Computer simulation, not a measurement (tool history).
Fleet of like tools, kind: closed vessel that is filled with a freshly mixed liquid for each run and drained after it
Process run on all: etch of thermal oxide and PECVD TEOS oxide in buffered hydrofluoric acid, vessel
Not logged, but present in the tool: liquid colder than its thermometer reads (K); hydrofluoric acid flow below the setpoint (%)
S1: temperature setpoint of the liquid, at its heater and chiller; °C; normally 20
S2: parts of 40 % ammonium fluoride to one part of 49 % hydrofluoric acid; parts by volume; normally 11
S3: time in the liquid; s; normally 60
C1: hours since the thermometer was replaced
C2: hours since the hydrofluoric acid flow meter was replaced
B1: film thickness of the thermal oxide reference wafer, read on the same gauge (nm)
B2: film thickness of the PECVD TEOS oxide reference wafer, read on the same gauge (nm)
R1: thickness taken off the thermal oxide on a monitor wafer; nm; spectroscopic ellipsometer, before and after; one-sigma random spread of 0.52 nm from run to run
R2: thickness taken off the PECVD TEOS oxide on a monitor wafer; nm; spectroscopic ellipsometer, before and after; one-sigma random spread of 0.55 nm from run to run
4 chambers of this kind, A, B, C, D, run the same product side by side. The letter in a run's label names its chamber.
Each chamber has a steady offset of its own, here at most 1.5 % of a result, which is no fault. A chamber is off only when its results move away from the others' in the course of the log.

At day 0.283: chamber A: hydrofluoric acid flow meter replaced.
Run 1A, day 0.342: usual settings; C1 813; C2 1.4; B1 129.97; B2 39.963. Result: R1 51.855 nm, R2 168.08 nm.
Run 2C, day 0.725: usual settings; C1 272.5; C2 69.1; B1 129.98; B2 40.005. Result: R1 51.798 nm, R2 166.91 nm.
Run 3B, day 1.083: usual settings; C1 1405.9; C2 507.9; B1 130.03; B2 40.011. Result: R1 52.102 nm, R2 167.77 nm.
Run 4D, day 1.504: usual settings; C1 251.8; C2 374; B1 129.97; B2 40.02. Result: R1 52.626 nm, R2 166.93 nm.
Run 5C, day 1.921: usual settings; C1 301.2; C2 97.8; B1 129.98; B2 39.972. Result: R1 53.112 nm, R2 168.79 nm.
Run 6D, day 2.358: usual settings; C1 272.3; C2 394.5; B1 129.97; B2 40.014. Result: R1 52.075 nm, R2 166.65 nm.
Run 7A, day 2.667: usual settings; C1 868.8; C2 57.2; B1 129.98; B2 39.992. Result: R1 52.903 nm, R2 167.2 nm.
Run 8B, day 3.108: usual settings; C1 1454.5; C2 556.5; B1 129.98; B2 40.012. Result: R1 52.035 nm, R2 168.98 nm.
Run 9A, day 3.629: usual settings; C1 891.9; C2 80.3; B1 130; B2 39.999. Result: R1 52.044 nm, R2 166.92 nm.
Run 10B, day 4.121: usual settings; C1 1478.8; C2 580.8; B1 130.01; B2 39.993. Result: R1 52.247 nm, R2 167.11 nm.
Run 11D, day 4.654: usual settings but S2 8 parts by volume; C1 327.4; C2 449.6; B1 130.01; B2 39.994. Result: R1 70.051 nm, R2 221.83 nm.
Run 12C, day 5.112: usual settings but S2 8 parts by volume; C1 377.8; C2 174.4; B1 129.98; B2 40.026. Result: R1 69.416 nm, R2 224.73 nm.
Run 13C, day 5.462: usual settings but S2 8 parts by volume; C1 386.2; C2 182.8; B1 129.97; B2 39.984. Result: R1 70.65 nm, R2 223.81 nm.
Run 14B, day 5.967: usual settings but S2 8 parts by volume; C1 1523.1; C2 625.1; B1 129.98; B2 40.01. Result: R1 67.685 nm, R2 223.42 nm.
Run 15D, day 6.529: usual settings; C1 372.4; C2 494.6; B1 130; B2 39.997. Result: R1 52.868 nm, R2 165.71 nm.
Run 16A, day 6.9: usual settings; C1 970.4; C2 158.8; B1 129.98; B2 39.974. Result: R1 53.085 nm, R2 167.37 nm.
Run 17A, day 7.279: usual settings; C1 979.5; C2 167.9; B1 130.02; B2 39.998. Result: R1 52.659 nm, R2 168.51 nm.
Run 18C, day 7.858: usual settings; C1 443.7; C2 240.3; B1 130.01; B2 39.98. Result: R1 52.613 nm, R2 168.28 nm.
Run 19B, day 8.129: usual settings; C1 1575; C2 677; B1 130; B2 40.016. Result: R1 51.8 nm, R2 167.69 nm.
Run 20D, day 8.679: usual settings; C1 424; C2 546.2; B1 130.03; B2 40.014. Result: R1 51.676 nm, R2 167.12 nm.
Run 21D, day 9.025: usual settings; C1 432.3; C2 554.5; B1 130.05; B2 39.984. Result: R1 51.611 nm, R2 166.06 nm.
Run 22C, day 9.325: usual settings; C1 478.9; C2 275.5; B1 130.02; B2 40.01. Result: R1 53.221 nm, R2 168.42 nm.
Run 23B, day 9.712: usual settings; C1 1613; C2 715; B1 129.98; B2 39.994. Result: R1 51.319 nm, R2 167.44 nm.
At day 10.117: chamber B: thermometer replaced.
Run 24A, day 10.179: usual settings but S2 15.5 parts by volume, S3 45 s; C1 1049.1; C2 237.5; B1 130.01; B2 40.004. Result: R1 28.464 nm, R2 89.65 nm.
Run 25A, day 10.688: usual settings but S2 15.5 parts by volume, S3 45 s; C1 1061.3; C2 249.7; B1 130; B2 40.009. Result: R1 27.916 nm, R2 89.826 nm.
Run 26C, day 11.058: usual settings but S2 15.5 parts by volume, S3 45 s; C1 520.5; C2 317.1; B1 129.99; B2 40.001. Result: R1 28.197 nm, R2 89.707 nm.
Run 27B, day 11.446: usual settings but S2 15.5 parts by volume, S3 45 s; C1 32; C2 756.6; B1 129.98; B2 39.983. Result: R1 27.296 nm, R2 89.509 nm.

Is one chamber out of step, is the gauge drifting, or do the chambers differ by no more than their own small offsets? For an off chamber, give its letter and the likeliest cause.

Beyond each chamber's small constant offset nothing stands out, and the gauge stays steady.
